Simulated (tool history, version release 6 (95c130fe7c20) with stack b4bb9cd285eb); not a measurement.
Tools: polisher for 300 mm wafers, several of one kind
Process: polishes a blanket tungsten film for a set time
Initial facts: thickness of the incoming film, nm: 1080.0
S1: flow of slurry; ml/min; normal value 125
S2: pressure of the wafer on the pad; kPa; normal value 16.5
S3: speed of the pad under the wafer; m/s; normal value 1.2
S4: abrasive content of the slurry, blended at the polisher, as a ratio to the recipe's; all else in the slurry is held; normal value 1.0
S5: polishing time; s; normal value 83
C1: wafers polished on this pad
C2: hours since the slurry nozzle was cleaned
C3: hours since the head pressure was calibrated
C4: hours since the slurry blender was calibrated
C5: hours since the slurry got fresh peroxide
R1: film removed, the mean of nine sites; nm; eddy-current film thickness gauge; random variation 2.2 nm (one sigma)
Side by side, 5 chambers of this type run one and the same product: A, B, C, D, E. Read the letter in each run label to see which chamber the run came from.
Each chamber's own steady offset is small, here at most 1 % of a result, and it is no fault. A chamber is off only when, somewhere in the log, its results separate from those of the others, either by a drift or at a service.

run   hour   S1    S2   S3   S4  S5    C1     C2      C3     C4     C5      R1
 1E    6.3  125  16.5  1.2  1.0  83   265   13.2  1057.0   38.0   44.5  305.46
 2C   17.5  125  16.5  1.2  1.0  83   992  223.7   892.2   90.7   32.9  307.29
 3A   28.7  125  16.5  1.2  1.0  83   872   61.1   319.4   79.4  124.5  301.66
      29.8  -- chamber B: slurry tank refilled with fresh slurry and peroxide
      37.1  -- chamber E: worn pad replaced by a new one
      39.5  -- chamber A: worn pad replaced by a new one
 4D   39.9  125  16.5  1.2  1.0  83   640   93.9   443.7  255.7   65.3  304.56
      41.0  -- chamber B: worn pad replaced by a new one
      44.7  -- chamber C: worn pad replaced by a new one
      45.8  -- chamber E: slurry tank refilled with fresh slurry and peroxide
      49.0  -- chamber C: slurry tank refilled with fresh slurry and peroxide
 5B   49.3  125  16.5  1.2  1.0  83    98  195.6   312.4  192.7   19.5  301.40
      52.7  -- chamber D: slurry tank refilled with fresh slurry and peroxide
 6A   55.6  125  16.5  1.2  1.0  83   190   88.0   346.3  106.3  151.4  300.91
      60.2  -- chamber B: head pressure recalibrated
 7E   67.0  125  16.5  1.2  1.0  83   352   73.9  1117.7   98.7   21.2  303.96
 8B   76.3  125  16.5  1.2  1.0  83   416  222.6    16.2  219.7   46.5  300.18
      76.8  -- chamber D: worn pad replaced by a new one
 9D   86.4  125  16.5  1.2  1.0  83   113  140.4   490.2  302.2   33.7  305.76
      89.4  -- chamber A: slurry tank refilled with fresh slurry and peroxide
      95.8  -- chamber E: worn pad replaced by a new one
10C   95.8  125  16.5  1.2  1.0  83   602  302.0   970.5  169.0   46.8  302.28
      99.9  -- chamber C: slurry blender recalibrated
11B  101.5  125  16.5  1.2  1.0  83   712  247.8    41.4  244.9   71.7  306.08
     106.6  -- chamber C: slurry tank refilled with fresh slurry and peroxide
     110.4  -- chamber B: worn pad replaced by a new one
12A  110.5  125  16.5  1.2  1.0  83   836  142.9   401.2  161.2   21.1  307.02
     112.9  -- chamber A: worn pad replaced by a new one
13C  121.9  125  16.5  1.2  1.0  83   909  328.1   996.6   22.0   15.4  304.79
14D  127.2  125  16.5  1.2  1.0  83   593  181.2   531.0  343.0   74.5  305.76
     130.0  -- chamber B: slurry tank refilled with fresh slurry and peroxide
     132.9  -- chamber D: slurry tank refilled with fresh slurry and peroxide
15E  135.7  125  16.5  1.2  1.0  83   470  142.6  1186.4  167.4   89.9  303.37
     139.3  -- chamber E: head pressure recalibrated
     140.1  -- chamber E: slurry tank refilled with fresh slurry and peroxide
16A  142.6  125  16.5  1.2  1.0  83   349  175.0   433.3  193.3   53.2  302.92
     143.5  -- chamber C: head pressure recalibrated
     148.2  -- chamber E: worn pad replaced by a new one
17B  148.6  125  16.5  1.2  1.0  83   449  294.9    88.5  292.0   18.7  302.86
     155.2  -- chamber C: worn pad replaced by a new one
18E  159.1  125  16.5  1.2  1.0  83   129  166.0    19.8  190.8   19.1  301.60
     161.8  -- chamber E: slurry blender recalibrated
     164.2  -- chamber C: slurry tank refilled with fresh slurry and peroxide
     170.1  -- chamber B: worn pad replaced by a new one
19D  170.5  125  16.5  1.2  1.0  83  1102  224.5   574.3  386.3   37.7  307.05
     176.8  -- chamber D: worn pad replaced by a new one
20C  180.1  125  18.6  1.2  0.9  83   293  386.3    36.7   80.2   15.9  316.09
21D  185.7  125  18.6  1.2  0.9  83   105  239.7   589.5  401.5   52.9  332.91
     190.0  -- chamber A: worn pad replaced by a new one
22A  197.3  125  18.6  1.2  0.9  83    85  229.7   488.0  248.0  107.9  333.45
     204.6  -- chamber A: slurry blender recalibrated
23C  206.2  125  18.6  1.2  0.9  83   600  412.4    62.8  106.3   42.0  316.90
     207.8  -- chamber E: worn pad replaced by a new one
     216.3  -- chamber D: slurry tank refilled with fresh slurry and peroxide
24B  216.6  125  18.6  1.2  0.9  83   548  362.9   156.5  360.0   86.7  334.78
     218.4  -- chamber B: slurry nozzle cleaned
     219.1  -- chamber C: slurry tank refilled with fresh slurry and peroxide
     221.5  -- chamber E: slurry tank refilled with fresh slurry and peroxide
25E  226.5  125  16.5  1.2  1.0  83   220  233.4    87.2   64.7    5.1  303.05
26B  237.7  125  16.5  1.2  1.0  83   796   19.3   177.6  381.1  107.8  304.19
     238.4  -- chamber B: worn pad replaced by a new one
     240.5  -- chamber B: slurry tank refilled with fresh slurry and peroxide
     241.8  -- chamber D: slurry blender recalibrated
27D  242.8  125  16.5  1.2  1.0  83   777  296.8   646.6    1.1   26.6  305.91
28A  250.1  125  16.5  1.2  1.0  83   707  282.5   540.8   45.6  160.7  302.68
     258.9  -- chamber E: worn pad replaced by a new one
29E  261.3  125  16.5  1.2  1.0  83    29  268.2   122.0   99.5   39.9  306.36
30C  268.4  125  16.5  1.2  1.0  83  1332  474.6   125.0  168.5   49.3  288.25
     275.0  -- chamber D: worn pad replaced by a new one
31E  277.4  125  16.5  1.2  1.0  83   218  284.3   138.1  115.6   56.0  299.23
32B  283.3  125  16.5  1.2  1.0  83   529   64.9   223.2  426.7   42.9  303.41
     283.8  -- chamber D: slurry nozzle cleaned
33D  291.4  125  16.5  1.2  1.0  83   193    7.6   695.2   49.7   75.2  308.91

Which is it: a chamber that has drifted or been left off by a service, a gauge drift common to all chambers, or only each chamber's usual small offset? If a chamber is off, name it and its likeliest cause.

A service left chamber C off against the others.
What lies behind it: head's pressure below its setpoint, % = 5.81.

Below are 4 candidate recipes for chamber C's next run, each the usual settings with a change, their results shown as question marks. Which of them brings C's results back in line with what the other chambers give on the usual settings?
A result is in line if it is within this distance of the other chambers' mean on the usual settings: R1 7.80 nm
34C-1  299.8  125  16.5  1.20  1.25  83                       ?
34C-2  299.8  125  16.5  1.04  1.00  83                       ?
34C-3  299.8  125  15.9  1.20  1.00  81                       ?
34C-4  299.8  125  17.2  1.26  1.00  87                       ?

Mean of the other chambers on the usual settings: R1 303.98 nm
  run      R1
34C-1  301.99
34C-2  248.51
34C-3  267.56
34C-4  327.74
The answer is 34C-1, which returns the chamber to within the allowed miss of the others.

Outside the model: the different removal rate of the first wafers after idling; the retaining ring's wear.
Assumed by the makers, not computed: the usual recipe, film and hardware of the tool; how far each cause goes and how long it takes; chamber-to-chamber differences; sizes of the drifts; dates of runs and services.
